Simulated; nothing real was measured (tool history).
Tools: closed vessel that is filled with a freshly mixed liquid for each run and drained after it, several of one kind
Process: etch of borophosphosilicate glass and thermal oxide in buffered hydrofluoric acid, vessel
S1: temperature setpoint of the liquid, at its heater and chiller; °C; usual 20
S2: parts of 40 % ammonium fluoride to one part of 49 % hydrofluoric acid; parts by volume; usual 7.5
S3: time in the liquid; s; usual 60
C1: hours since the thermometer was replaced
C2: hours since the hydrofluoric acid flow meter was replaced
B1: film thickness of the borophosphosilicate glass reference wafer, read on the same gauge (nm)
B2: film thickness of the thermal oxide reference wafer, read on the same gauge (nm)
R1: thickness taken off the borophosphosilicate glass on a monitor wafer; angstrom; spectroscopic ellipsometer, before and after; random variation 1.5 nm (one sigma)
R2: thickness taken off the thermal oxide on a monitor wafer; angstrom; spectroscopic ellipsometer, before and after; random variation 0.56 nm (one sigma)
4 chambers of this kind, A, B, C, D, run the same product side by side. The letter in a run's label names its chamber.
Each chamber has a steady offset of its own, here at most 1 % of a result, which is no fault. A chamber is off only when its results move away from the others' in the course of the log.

run  hour  S1   S2  S3      C1     C2      B1      B2       R1      R2
 1C   3.7  20  7.5  60  2915.2  213.6  29.987  150.06  1526.60  719.46
 2A   7.6  20  7.5  60   710.1  726.8  30.003  150.02  1527.80  721.57
 3D   9.9  20  7.5  60   550.6  577.9  29.989  150.04  1545.20  719.19
 4B  14.8  20  7.5  60   191.8  661.0  29.947  150.00  1514.00  721.44
 5B  18.8  20  7.5  60   195.8  665.0  29.973  150.02  1524.60  719.94
 6D  22.1  20  7.5  60   562.8  590.1  29.995  149.96  1524.60  726.34
 7A  25.3  20  7.5  60   727.8  744.5  30.007  150.00  1523.30  714.21
 8C  28.4  24  7.5  60  2939.9  238.3  29.992  150.00  1928.30  902.19
 9B  32.8  24  7.5  60   209.8  679.0  29.989  150.00  1905.00  892.45
10D  35.8  24  7.5  60   576.5  603.8  29.974  149.98  1902.90  904.38
11C  38.4  24  7.5  60  2949.9  248.3  29.957  149.96  1906.80  909.58
12A  42.1  20  7.5  60   744.6  761.3  30.013  150.05  1509.10  724.96
13D  45.9  20  7.5  60   586.6  613.9  29.968  150.02  1516.40  728.43
14B  50.4  20  7.5  60   227.4  696.6  30.002  150.04  1527.20  722.52
15C  54.8  20  7.5  60  2966.3  264.7  30.029  150.02  1535.70  733.80
16A  57.8  20  7.5  60   760.3  777.0  30.027  150.02  1537.00  734.10
17B  61.2  20  7.5  60   238.2  707.4  29.965  150.02  1525.30  727.24
18D  64.5  20  7.5  60   605.2  632.5  30.009  150.00  1547.30  721.98
19A  69.1  20  7.5  60   771.6  788.3  30.021  149.99  1499.50  718.50
20C  71.8  20  9.0  40  2983.3  281.7  29.985  150.01   850.52  389.56
21C  74.8  20  9.0  40  2986.3  284.7  30.036  149.98   832.81  393.17
22B  78.7  20  9.0  40   255.7  724.9  30.016  150.00   837.03  390.62
23A  83.3  20  9.0  40   785.8  802.5  30.003  150.02   844.14  394.93
24D  86.7  20  7.5  60   627.4  654.7  29.989  149.96  1509.40  731.73

Next, every chamber runs the same settings. What will each give?
25A  90.3  20  7.5  60                   ?   ?
25B  90.3  20  7.5  60                   ?   ?
25C  90.3  20  7.5  60                   ?   ?
25D  90.3  20  7.5  60                   ?   ?

run       R1      R2
25A  1512.30  720.82
25B  1546.50  718.66
25C  1534.80  720.80
25D  1553.20  717.27

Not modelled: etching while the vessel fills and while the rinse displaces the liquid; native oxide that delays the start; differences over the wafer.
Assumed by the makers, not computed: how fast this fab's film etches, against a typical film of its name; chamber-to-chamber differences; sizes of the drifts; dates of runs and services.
